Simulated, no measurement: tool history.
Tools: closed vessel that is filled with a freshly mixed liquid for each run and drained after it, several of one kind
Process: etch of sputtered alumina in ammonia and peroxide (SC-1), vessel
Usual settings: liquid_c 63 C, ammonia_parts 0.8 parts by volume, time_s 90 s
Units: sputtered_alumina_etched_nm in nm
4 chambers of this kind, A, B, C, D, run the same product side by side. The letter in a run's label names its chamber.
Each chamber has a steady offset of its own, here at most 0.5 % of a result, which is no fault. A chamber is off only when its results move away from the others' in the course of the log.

| run | day | liquid_c | ammonia_parts | time_s | read-back film thickness of the sputtered alumina reference wafer, read on the same gauge (nm) | sputtered_alumina_etched_nm |
|---|---|---|---|---|---|---|
| 1D | 0.179 | 63 | 0.8 | 90 | 40.021 | 10.435 |
| 2B | 0.433 | 63 | 0.8 | 90 | 39.978 | 10.442 |
| 3C | 0.717 | 63 | 0.8 | 90 | 39.986 | 10.398 |
| 4A | 1.071 | 63 | 0.8 | 90 | 39.98 | 10.407 |
|  | 1.246 | chamber A: new drum of ammonia solution connected |
| 5B | 1.329 | 63 | 0.8 | 90 | 39.977 | 10.641 |
| 6C | 1.508 | 63 | 0.8 | 90 | 39.998 | 10.303 |
|  | 1.729 | chamber D: new drum of ammonia solution connected |
| 7A | 1.729 | 63 | 0.8 | 90 | 40.024 | 10.517 |
| 8D | 2.017 | 63 | 0.8 | 90 | 39.968 | 10.608 |
| 9D | 2.183 | 63 | 0.5 | 135 | 39.951 | 14.947 |
| 10B | 2.408 | 63 | 0.5 | 135 | 39.99 | 15.177 |
| 11A | 2.662 | 63 | 0.5 | 135 | 40.029 | 15.022 |
|  | 2.717 | chamber B: thermometer replaced |
| 12C | 2.979 | 63 | 0.5 | 135 | 39.988 | 14.842 |
| 13B | 3.238 | 63 | 0.8 | 90 | 39.949 | 10.373 |
| 14A | 3.525 | 63 | 0.8 | 90 | 39.964 | 10.651 |
|  | 3.546 | chamber C: ammonia flow meter replaced |
| 15D | 3.704 | 63 | 0.8 | 90 | 40.016 | 10.462 |
| 16C | 3.983 | 63 | 0.8 | 90 | 39.999 | 10.455 |
| 17B | 4.162 | 63 | 0.8 | 90 | 39.989 | 10.442 |
| 18D | 4.358 | 63 | 0.8 | 90 | 40.051 | 10.617 |
| 19A | 4.733 | 63 | 0.8 | 90 | 40.03 | 10.64 |
| 20C | 4.967 | 63 | 0.8 | 90 | 40.015 | 10.56 |
| 21D | 5.2 | 63 | 0.8 | 90 | 40.01 | 10.61 |
|  | 5.458 | chamber D: thermometer replaced |
| 22B | 5.529 | 63 | 0.6 | 65 | 39.987 | 7.409 |
| 23C | 5.817 | 63 | 0.6 | 65 | 39.998 | 7.3247 |
| 24A | 6.1 | 63 | 0.6 | 65 | 40.025 | 7.5821 |
| 25A | 6.446 | 63 | 0.6 | 65 | 40.006 | 7.5341 |
| 26D | 6.808 | 63 | 0.8 | 90 | 40.009 | 10.521 |
| 27B | 7.171 | 63 | 0.8 | 90 | 39.999 | 10.549 |
| 28C | 7.496 | 63 | 0.8 | 90 | 39.988 | 10.468 |
|  | 7.629 | chamber D: ammonia flow meter replaced |
| 29D | 7.746 | 63 | 0.8 | 90 | 40.026 | 10.341 |
| 30B | 8.054 | 63 | 0.8 | 90 | 40.022 | 10.505 |
| 31C | 8.25 | 63 | 0.8 | 90 | 40.007 | 10.532 |
| 32A | 8.496 | 63 | 0.8 | 90 | 40.032 | 10.99 |
|  | 8.692 | chamber B: ammonia flow meter replaced |
| 33C | 8.808 | 63 | 0.8 | 90 | 39.978 | 10.417 |
| 34B | 9.071 | 63 | 1.05 | 90 | 39.97 | 10.836 |
| 35D | 9.283 | 63 | 1.05 | 90 | 40.001 | 10.796 |
| 36A | 9.608 | 63 | 1.05 | 90 | 40.007 | 11.353 |
| 37A | 9.946 | 63 | 1.05 | 90 | 40.025 | 11.514 |
| 38C | 10.183 | 63 | 0.8 | 90 | 39.949 | 10.469 |
| 39D | 10.417 | 63 | 1.1 | 90 | 40.001 | 10.774 |
| 40B | 10.675 | 63 | 1.1 | 90 | 40.044 | 10.901 |
| 41C | 11.029 | 63 | 1.1 | 90 | 40.021 | 10.818 |
| 42D | 11.325 | 63 | 1.1 | 90 | 40.017 | 10.864 |
| 43B | 11.712 | 63 | 0.7 | 125 | 40.013 | 14.479 |
| 44A | 11.9 | 63 | 0.7 | 125 | 40.046 | 15.551 |

All 4 chambers run these settings next. Forecast each chamber's results:
| 45A | 12.179 | 63 | 0.8 | 90 |  | ? |
| 45B | 12.179 | 63 | 0.8 | 90 |  | ? |
| 45C | 12.179 | 63 | 0.8 | 90 |  | ? |
| 45D | 12.179 | 63 | 0.8 | 90 |  | ? |

| run | sputtered_alumina_etched_nm |
|---|---|
| 45A | 11.5 |
| 45B | 10.392 |
| 45C | 10.47 |
| 45D | 10.426 |
